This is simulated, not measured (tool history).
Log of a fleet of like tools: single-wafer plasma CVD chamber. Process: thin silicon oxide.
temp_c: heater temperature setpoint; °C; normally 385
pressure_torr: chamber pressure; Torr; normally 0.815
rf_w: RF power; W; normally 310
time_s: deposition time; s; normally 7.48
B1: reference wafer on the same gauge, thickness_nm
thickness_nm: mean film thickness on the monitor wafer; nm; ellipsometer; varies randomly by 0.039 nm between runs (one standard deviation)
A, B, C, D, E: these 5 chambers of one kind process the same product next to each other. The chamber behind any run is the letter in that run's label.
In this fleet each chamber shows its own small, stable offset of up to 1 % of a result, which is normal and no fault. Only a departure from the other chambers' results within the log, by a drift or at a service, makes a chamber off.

Run 1D, hour 8.8: usual settings; B1 13.601. Result: thickness_nm 14.428 nm.
Run 2E, hour 22.8: usual settings; B1 13.598. Result: thickness_nm 14.299 nm.
Run 3B, hour 37: usual settings; B1 13.596. Result: thickness_nm 14.235 nm.
Run 4A, hour 48.6: usual settings; B1 13.608. Result: thickness_nm 14.342 nm.
At hour 60.8: chamber B: RF generator calibrated.
Run 5C, hour 64.9: usual settings; B1 13.598. Result: thickness_nm 14.403 nm.
Run 6B, hour 80.5: usual settings; B1 13.6. Result: thickness_nm 14.299 nm.
At hour 86.3: chamber E: capacitance manometer re-zeroed and calibrated.
Run 7D, hour 96.3: usual settings; B1 13.599. Result: thickness_nm 14.357 nm.
Run 8E, hour 110.6: usual settings; B1 13.608. Result: thickness_nm 14.215 nm.
Run 9C, hour 126.4: usual settings; B1 13.595. Result: thickness_nm 14.37 nm.
Run 10A, hour 140.7: usual settings but temp_c 398 °C, rf_w 370 W; B1 13.607. Result: thickness_nm 15.179 nm.
Run 11A, hour 149.6: usual settings but temp_c 398 °C, rf_w 370 W; B1 13.604. Result: thickness_nm 15.122 nm.
Run 12C, hour 161.9: usual settings but temp_c 398 °C, rf_w 370 W; B1 13.594. Result: thickness_nm 15.197 nm.
Run 13D, hour 177.4: usual settings but temp_c 398 °C, rf_w 370 W; B1 13.598. Result: thickness_nm 15.294 nm.
Run 14E, hour 188.9: usual settings but temp_c 398 °C, rf_w 370 W; B1 13.602. Result: thickness_nm 15.2 nm.
Run 15B, hour 204.3: usual settings; B1 13.594. Result: thickness_nm 14.316 nm.
Run 16D, hour 217.4: usual settings; B1 13.602. Result: thickness_nm 14.421 nm.
Run 17C, hour 232.3: usual settings; B1 13.602. Result: thickness_nm 14.348 nm.
Run 18A, hour 239.9: usual settings; B1 13.6. Result: thickness_nm 14.259 nm.
Run 19B, hour 249.4: usual settings; B1 13.6. Result: thickness_nm 14.399 nm.
At hour 255.3: chamber A: capacitance manometer re-zeroed and calibrated.
Run 20E, hour 259.8: usual settings; B1 13.597. Result: thickness_nm 14.275 nm.
Run 21A, hour 273.5: usual settings; B1 13.601. Result: thickness_nm 14.297 nm.
Run 22B, hour 287.5: usual settings; B1 13.603. Result: thickness_nm 14.422 nm.
Run 23E, hour 301.3: usual settings; B1 13.602. Result: thickness_nm 14.314 nm.
Run 24C, hour 310.3: usual settings; B1 13.598. Result: thickness_nm 14.392 nm.
Run 25D, hour 323.5: usual settings; B1 13.608. Result: thickness_nm 14.429 nm.
Run 26A, hour 333.1: usual settings; B1 13.601. Result: thickness_nm 14.322 nm.
Run 27C, hour 348.4: usual settings; B1 13.601. Result: thickness_nm 14.351 nm.
Run 28E, hour 358.6: usual settings; B1 13.611. Result: thickness_nm 14.277 nm.
At hour 371.1: chamber D: thermocouple changed; heater temperature recalibrated.
Run 29B, hour 374.4: usual settings; B1 13.611. Result: thickness_nm 14.538 nm.
Run 30D, hour 387.5: usual settings; B1 13.597. Result: thickness_nm 14.412 nm.
Run 31A, hour 400.8: usual settings; B1 13.583. Result: thickness_nm 14.282 nm.
Run 32C, hour 414.6: usual settings; B1 13.605. Result: thickness_nm 14.35 nm.
Run 33B, hour 425.4: usual settings but pressure_torr 0.901 Torr, rf_w 350 W; B1 13.601. Result: thickness_nm 16.646 nm.
Run 34E, hour 440.5: usual settings but pressure_torr 0.901 Torr, rf_w 350 W; B1 13.602. Result: thickness_nm 16.356 nm.
Run 35D, hour 447.8: usual settings but pressure_torr 0.901 Torr, rf_w 350 W; B1 13.6. Result: thickness_nm 16.529 nm.
Run 36D, hour 459.1: usual settings but pressure_torr 0.901 Torr, rf_w 350 W; B1 13.592. Result: thickness_nm 16.452 nm.
Run 37A, hour 473.4: usual settings but pressure_torr 0.901 Torr, rf_w 350 W; B1 13.602. Result: thickness_nm 16.294 nm.
Run 38B, hour 486.9: usual settings; B1 13.606. Result: thickness_nm 14.626 nm.
Run 39E, hour 494.4: usual settings; B1 13.606. Result: thickness_nm 14.282 nm.

Has any chamber moved away from the others, gradually or after a service, or does the common gauge drift, or do the chambers differ only by their own small steady offsets? State the chamber and the most likely cause if one applies.

Chamber B drifts away from the others.
Likeliest cause: true pressure above the setpoint (%) = 3.36.

Here are 4 candidates for chamber B's next run, each the usual settings with a change, their results left as question marks. Which one brings its results back in line with what the others give on the usual settings?
Maximum distance from the other chambers' mean on the usual settings for a result to count as in line: thickness_nm 0.14 nm
Run 40B-1, hour 506: usual settings but pressure_torr 0.837 Torr, time_s 7.62 s. Result: thickness_nm ?.
Run 40B-2, hour 506: usual settings but pressure_torr 0.795 Torr, time_s 7.35 s. Result: thickness_nm ?.
Run 40B-3, hour 506: usual settings but time_s 7.3 s. Result: thickness_nm ?.
Run 40B-4, hour 506: usual settings but pressure_torr 0.827 Torr, time_s 7.56 s. Result: thickness_nm ?.

The other chambers' mean on the usual settings: thickness_nm 14.341 nm
  run  thickness_nm
40B-1          15.3
40B-2         14.12
40B-3         14.33
40B-4        15.026
The answer is 40B-3, which returns the chamber to within the allowed miss of the others.

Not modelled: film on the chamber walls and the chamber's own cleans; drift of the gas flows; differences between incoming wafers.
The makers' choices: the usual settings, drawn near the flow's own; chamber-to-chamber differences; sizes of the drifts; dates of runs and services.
